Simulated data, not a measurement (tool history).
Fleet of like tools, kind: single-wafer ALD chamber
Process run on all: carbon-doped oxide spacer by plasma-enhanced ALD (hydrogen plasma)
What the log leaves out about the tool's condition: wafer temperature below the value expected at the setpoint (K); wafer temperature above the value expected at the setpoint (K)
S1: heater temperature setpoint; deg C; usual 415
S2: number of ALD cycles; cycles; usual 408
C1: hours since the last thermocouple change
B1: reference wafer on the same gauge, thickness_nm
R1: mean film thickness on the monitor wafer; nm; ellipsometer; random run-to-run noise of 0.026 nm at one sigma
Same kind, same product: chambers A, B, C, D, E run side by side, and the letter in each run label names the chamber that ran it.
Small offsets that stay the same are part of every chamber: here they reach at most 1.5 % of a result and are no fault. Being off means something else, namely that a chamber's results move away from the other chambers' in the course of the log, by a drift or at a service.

Run 1B, hour 4.9: usual settings; C1 1702.2; B1 21.104. Result: R1 19.47 nm.
Run 2D, hour 11.3: usual settings; C1 1844.8; B1 21.108. Result: R1 19.49 nm.
Run 3A, hour 16.8: usual settings; C1 1518.2; B1 21.109. Result: R1 19.771 nm.
Run 4E, hour 21.6: usual settings; C1 68.5; B1 21.115. Result: R1 19.393 nm.
Run 5C, hour 26.3: usual settings; C1 428.6; B1 21.122. Result: R1 19.538 nm.
Run 6E, hour 31.1: usual settings; C1 78; B1 21.128. Result: R1 19.433 nm.
Run 7C, hour 36.7: usual settings; C1 439; B1 21.126. Result: R1 19.585 nm.
Run 8A, hour 43: usual settings; C1 1544.4; B1 21.131. Result: R1 19.707 nm.
Run 9B, hour 48.1: usual settings; C1 1745.4; B1 21.13. Result: R1 19.495 nm.
Run 10D, hour 51: usual settings; C1 1884.5; B1 21.146. Result: R1 19.559 nm.
Run 11E, hour 55.2: usual settings; C1 102.1; B1 21.139. Result: R1 19.43 nm.
Run 12A, hour 59.5: usual settings; C1 1560.9; B1 21.136. Result: R1 19.791 nm.
Run 13D, hour 64.3: usual settings; C1 1897.8; B1 21.149. Result: R1 19.589 nm.
Run 14B, hour 67.5: usual settings but S2 477 cycles; C1 1764.8; B1 21.154. Result: R1 22.789 nm.
Run 15C, hour 71.1: usual settings but S2 477 cycles; C1 473.4; B1 21.149. Result: R1 22.89 nm.
Run 16D, hour 76: usual settings but S2 477 cycles; C1 1909.5; B1 21.153. Result: R1 22.878 nm.
Run 17C, hour 79.1: usual settings but S2 477 cycles; C1 481.4; B1 21.16. Result: R1 22.865 nm.
Run 18A, hour 83.6: usual settings but S2 477 cycles; C1 1585; B1 21.163. Result: R1 23.128 nm.
Run 19B, hour 87.2: usual settings but S1 427 deg C, S2 473 cycles; C1 1784.5; B1 21.16. Result: R1 21.757 nm.
Run 20E, hour 93.1: usual settings but S1 427 deg C, S2 473 cycles; C1 140; B1 21.167. Result: R1 21.694 nm.
Run 21A, hour 96.5: usual settings but S1 427 deg C, S2 473 cycles; C1 1597.9; B1 21.17. Result: R1 22.115 nm.
Run 22C, hour 99.5: usual settings but S1 427 deg C, S2 473 cycles; C1 501.8; B1 21.172. Result: R1 21.843 nm.
Run 23E, hour 102.5: usual settings but S1 427 deg C, S2 473 cycles; C1 149.4; B1 21.176. Result: R1 21.655 nm.
Run 24D, hour 107.7: usual settings; C1 1941.2; B1 21.179. Result: R1 19.593 nm.
Run 25B, hour 110.8: usual settings; C1 1808.1; B1 21.174. Result: R1 19.512 nm.
Run 26B, hour 117: usual settings; C1 1814.3; B1 21.184. Result: R1 19.505 nm.
Run 27D, hour 119.8: usual settings but S1 408 deg C; C1 1953.3; B1 21.181. Result: R1 19.997 nm.
Run 28C, hour 123.1: usual settings but S1 408 deg C; C1 525.4; B1 21.194. Result: R1 19.984 nm.
Run 29E, hour 126.6: usual settings but S1 408 deg C; C1 173.5; B1 21.188. Result: R1 19.918 nm.
Run 30A, hour 130.2: usual settings but S1 408 deg C; C1 1631.6; B1 21.189. Result: R1 20.235 nm.
Run 31D, hour 134.2: usual settings but S1 408 deg C; C1 1967.7; B1 21.189. Result: R1 20.013 nm.
Run 32E, hour 136.9: usual settings; C1 183.8; B1 21.198. Result: R1 19.471 nm.
Run 33A, hour 142.8: usual settings; C1 1644.2; B1 21.197. Result: R1 19.846 nm.
Run 34B, hour 148.1: usual settings; C1 1845.4; B1 21.208. Result: R1 19.582 nm.
Run 35C, hour 153.1: usual settings; C1 555.4; B1 21.209. Result: R1 19.584 nm.
Run 36D, hour 156.7: usual settings; C1 1990.2; B1 21.213. Result: R1 19.629 nm.

The same settings go to every chamber for the next run, one line per chamber below. Forecast the results for each:
Run 37A, hour 161.2: usual settings but S2 343 cycles. Result: R1 ?.
Run 37B, hour 161.2: usual settings but S2 343 cycles. Result: R1 ?.
Run 37C, hour 161.2: usual settings but S2 343 cycles. Result: R1 ?.
Run 37D, hour 161.2: usual settings but S2 343 cycles. Result: R1 ?.
Run 37E, hour 161.2: usual settings but S2 343 cycles. Result: R1 ?.

run      R1
37A  16.694
37B  16.436
37C   16.49
37D  16.504
37E  16.391

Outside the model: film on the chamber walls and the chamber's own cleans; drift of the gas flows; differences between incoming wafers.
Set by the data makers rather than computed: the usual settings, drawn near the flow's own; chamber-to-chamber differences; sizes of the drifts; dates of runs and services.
